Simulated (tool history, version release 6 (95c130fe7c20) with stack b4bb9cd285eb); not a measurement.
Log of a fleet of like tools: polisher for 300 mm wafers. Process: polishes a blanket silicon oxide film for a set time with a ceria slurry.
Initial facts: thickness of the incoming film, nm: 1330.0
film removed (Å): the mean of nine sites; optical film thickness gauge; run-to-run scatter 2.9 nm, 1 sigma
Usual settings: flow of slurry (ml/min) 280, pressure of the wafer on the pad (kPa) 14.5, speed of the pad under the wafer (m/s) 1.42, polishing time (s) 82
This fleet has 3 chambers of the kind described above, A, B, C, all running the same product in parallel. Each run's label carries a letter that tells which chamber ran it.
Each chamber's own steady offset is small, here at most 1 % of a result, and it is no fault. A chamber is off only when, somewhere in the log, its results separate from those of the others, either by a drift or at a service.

run,day,flow of slurry (ml/min),pressure of the wafer on the pad (kPa),speed of the pad under the wafer (m/s),polishing time (s),wafers polished on this pad,hours since the slurry nozzle was cleaned,hours since the head pressure was calibrated,film removed (Å)
1A,0.379,280,14.5,1.42,82,650,17.4,521.1,3226
2B,0.771,280,14.5,1.42,82,447,81.1,1044.7,3236.8
3C,1.196,280,14.5,1.42,82,245,435.9,195.4,3111.6
4C,1.75,280,14.5,1.42,82,331,449.2,208.7,3221
# day 2.029: chamber B: head pressure recalibrated
5B,2.238,280,14.5,1.58,82,675,116.3,5.1,3557.6
6A,2.592,280,14.5,1.58,82,995,70.5,574.2,3579.7
7A,3.142,280,14.5,1.58,82,1081,83.7,587.4,3557.2
# day 3.304: chamber C: slurry nozzle cleaned
8B,3.675,280,14.5,1.42,82,899,150.8,39.6,3262.8
# day 3.938: chamber C: worn pad replaced by a new one
9C,4.008,280,12.4,1.42,82,11,17,262.9,2704.2
10A,4.379,280,12.4,1.42,82,1273,113.4,617.1,2690.5
11B,4.942,280,12.4,1.42,82,1097,181.2,70,2762.8
12C,5.5,280,14.5,1.42,82,243,52.8,298.7,3181.1
13A,5.8,280,14.5,1.42,82,1495,147.5,651.2,3158.7
14C,6.338,280,14.5,1.42,82,374,72.9,318.8,3130.6
15B,6.658,280,14.5,1.42,82,1364,222.4,111.2,3217.8
16B,7.296,280,14.5,1.42,82,1463,237.7,126.5,3217.1
# day 7.471: chamber B: worn pad replaced by a new one
17A,7.929,280,14.5,1.42,82,1827,198.6,702.3,3111.7
18C,8.367,280,14.5,1.42,82,690,121.6,367.5,3152.9
# day 8.683: chamber C: worn pad replaced by a new one
19A,8.896,280,14.5,1.42,82,1977,221.8,725.5,3085.7
20B,9.362,280,14.5,1.42,82,295,287.3,176.1,3231.8
21C,9.8,280,14.5,1.42,82,173,156,401.9,3245.7
22B,10.262,280,14.5,1.42,82,435,308.9,197.7,3183.6
# day 10.658: chamber A: slurry nozzle cleaned
23C,10.804,230,14.5,1.42,82,330,180.1,426,3080.2
24A,11.275,230,14.5,1.42,82,2348,14.9,782.6,2941.9
25B,11.629,230,14.5,1.42,82,648,341.7,230.5,3188.6
26A,12.242,210,14.5,1.16,82,2498,38.1,805.8,2417
27C,12.75,210,14.5,1.16,82,633,226.8,472.7,2500.3
# day 13.158: chamber C: worn pad replaced by a new one
28B,13.317,210,14.5,1.16,82,911,382.2,271,2579
29C,13.667,370,14.5,1.42,55,79,248.8,494.7,2148.6
30A,14.204,370,14.5,1.42,55,2804,85.2,852.9,2049.8
31A,14.775,370,14.5,1.42,55,2893,98.9,866.6,2028.2
32C,15.225,280,14.5,1.42,82,322,286.2,532.1,3172.8
33B,15.646,225,14.5,1.1,82,1274,438.1,326.9,2463.8

Does one chamber stand apart from the rest, does the shared gauge drift, or is all well apart from small per-chamber offsets? Give the chamber and the most likely cause, where there is one.

Little by little, chamber A moves away from the other chambers.
What lies behind it: removal rate lost through wear of the pad, % = 8.58.
With only this log, it may be confused with: head's pressure below its setpoint, %.

Here are 4 candidates for chamber A's next run, each the usual settings with a change, their results left as question marks. Which one brings its results back in line with what the others give on the usual settings?
Counts as in line when no further than this from what the other chambers average on the usual settings: film removed (Å) 100
34A-1,16.142,280,14.5,1.4,81,,,,?
34A-2,16.142,280,14.5,1.46,82,,,,?
34A-3,16.142,280,14.5,1.48,86,,,,?
34A-4,16.142,280,13.8,1.42,79,,,,?

Average result of the remaining chambers running the usual settings: film removed (Å) 3190.6
run,film removed (Å)
34A-1,2841.5
34A-2,3000.6
34A-3,3190.3
34A-4,2676.6
With 34A-3, the chamber falls back in line with the rest.
